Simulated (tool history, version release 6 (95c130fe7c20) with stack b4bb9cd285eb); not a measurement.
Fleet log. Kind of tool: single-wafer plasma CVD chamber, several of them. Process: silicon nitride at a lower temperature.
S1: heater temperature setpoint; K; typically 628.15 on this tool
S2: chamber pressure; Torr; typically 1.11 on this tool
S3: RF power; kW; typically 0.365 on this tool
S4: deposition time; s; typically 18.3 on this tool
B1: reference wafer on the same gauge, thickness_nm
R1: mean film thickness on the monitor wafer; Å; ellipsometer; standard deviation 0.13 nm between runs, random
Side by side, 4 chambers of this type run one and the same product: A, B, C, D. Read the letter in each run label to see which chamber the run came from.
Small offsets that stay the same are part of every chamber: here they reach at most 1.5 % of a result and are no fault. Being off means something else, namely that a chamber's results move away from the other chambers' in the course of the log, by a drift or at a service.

| run | hour | S1 | S2 | S3 | S4 | B1 | R1 |
|---|---|---|---|---|---|---|---|
|  | 3.2 | chamber A: RF generator calibrated |
| 1C | 8.8 | 628.15 | 1.11 | 0.365 | 18.3 | 19.4 | 221.97 |
| 2B | 20.9 | 628.15 | 1.11 | 0.365 | 18.3 | 19.424 | 218.98 |
| 3D | 33.3 | 628.15 | 1.11 | 0.365 | 18.3 | 19.378 | 220.74 |
| 4A | 43.9 | 628.15 | 1.11 | 0.365 | 18.3 | 19.413 | 218.7 |
| 5D | 49.9 | 628.15 | 1.11 | 0.365 | 18.3 | 19.401 | 218.07 |
| 6C | 62.4 | 628.15 | 1.11 | 0.365 | 18.3 | 19.401 | 224.02 |
| 7B | 69.4 | 628.15 | 1.11 | 0.365 | 18.3 | 19.407 | 218.35 |
| 8A | 76.8 | 628.15 | 1.11 | 0.365 | 18.3 | 19.394 | 220.55 |
| 9D | 89.9 | 628.15 | 1.11 | 0.365 | 18.3 | 19.398 | 218.73 |
| 10C | 102.4 | 628.15 | 1.11 | 0.365 | 18.3 | 19.395 | 222.02 |
|  | 105.4 | chamber A: capacitance manometer re-zeroed and calibrated |
|  | 107.8 | chamber A: thermocouple changed; heater temperature recalibrated |
| 11A | 113.7 | 628.15 | 1.11 | 0.365 | 18.3 | 19.399 | 216.3 |
| 12B | 125.6 | 628.15 | 1.11 | 0.365 | 18.3 | 19.406 | 218.09 |
| 13C | 133.8 | 628.15 | 1.11 | 0.365 | 18.3 | 19.398 | 221.92 |
| 14A | 141.3 | 628.15 | 1.11 | 0.365 | 18.3 | 19.388 | 216.1 |
| 15D | 148.9 | 628.15 | 1.11 | 0.365 | 18.3 | 19.377 | 217.01 |
| 16B | 159.3 | 628.15 | 1.11 | 0.365 | 18.3 | 19.392 | 216.89 |
| 17C | 172.5 | 628.15 | 1.11 | 0.365 | 18.3 | 19.39 | 221.02 |
| 18D | 180.4 | 628.15 | 1.11 | 0.365 | 18.3 | 19.406 | 216.58 |
| 19B | 192.2 | 628.15 | 1.11 | 0.365 | 18.3 | 19.419 | 215.44 |
| 20A | 205.2 | 628.15 | 1.11 | 0.365 | 18.3 | 19.417 | 219.46 |
| 21A | 212.3 | 628.15 | 1.11 | 0.365 | 18.3 | 19.403 | 218.94 |
| 22C | 221.5 | 628.15 | 1.11 | 0.365 | 18.3 | 19.406 | 221.61 |
| 23D | 232.3 | 628.15 | 1.11 | 0.365 | 18.3 | 19.409 | 215.98 |
| 24B | 240.4 | 628.15 | 1.11 | 0.365 | 18.3 | 19.401 | 218.08 |
| 25A | 249.4 | 628.15 | 1.11 | 0.365 | 18.3 | 19.429 | 219.02 |
| 26D | 260.2 | 628.15 | 1.11 | 0.365 | 18.3 | 19.419 | 213.74 |
| 27B | 271.9 | 628.15 | 1.11 | 0.365 | 16.6 | 19.398 | 195.69 |
| 28C | 277.9 | 628.15 | 1.11 | 0.365 | 16.6 | 19.417 | 200.89 |
| 29D | 290.3 | 628.15 | 1.11 | 0.365 | 16.6 | 19.39 | 190.02 |
| 30B | 297.1 | 628.15 | 1.11 | 0.365 | 16.6 | 19.377 | 198.4 |
| 31C | 308 | 628.15 | 1.11 | 0.365 | 18.3 | 19.424 | 220 |
| 32A | 315 | 628.15 | 1.11 | 0.365 | 18.3 | 19.404 | 214.62 |
| 33C | 321.4 | 628.15 | 1.11 | 0.365 | 15 | 19.385 | 180.65 |
| 34B | 327.5 | 628.15 | 1.11 | 0.365 | 15 | 19.442 | 177.74 |
| 35A | 336.5 | 628.15 | 1.11 | 0.365 | 15 | 19.407 | 178.08 |

Predict what each chamber gives when all 4 of them run the settings below next.
| 36A | 346.1 | 628.15 | 1.11 | 0.365 | 18.3 |  | ? |
| 36B | 346.1 | 628.15 | 1.11 | 0.365 | 18.3 |  | ? |
| 36C | 346.1 | 628.15 | 1.11 | 0.365 | 18.3 |  | ? |
| 36D | 346.1 | 628.15 | 1.11 | 0.365 | 18.3 |  | ? |

| run | R1 |
|---|---|
| 36A | 219.7 |
| 36B | 218.98 |
| 36C | 222.03 |
| 36D | 208.99 |
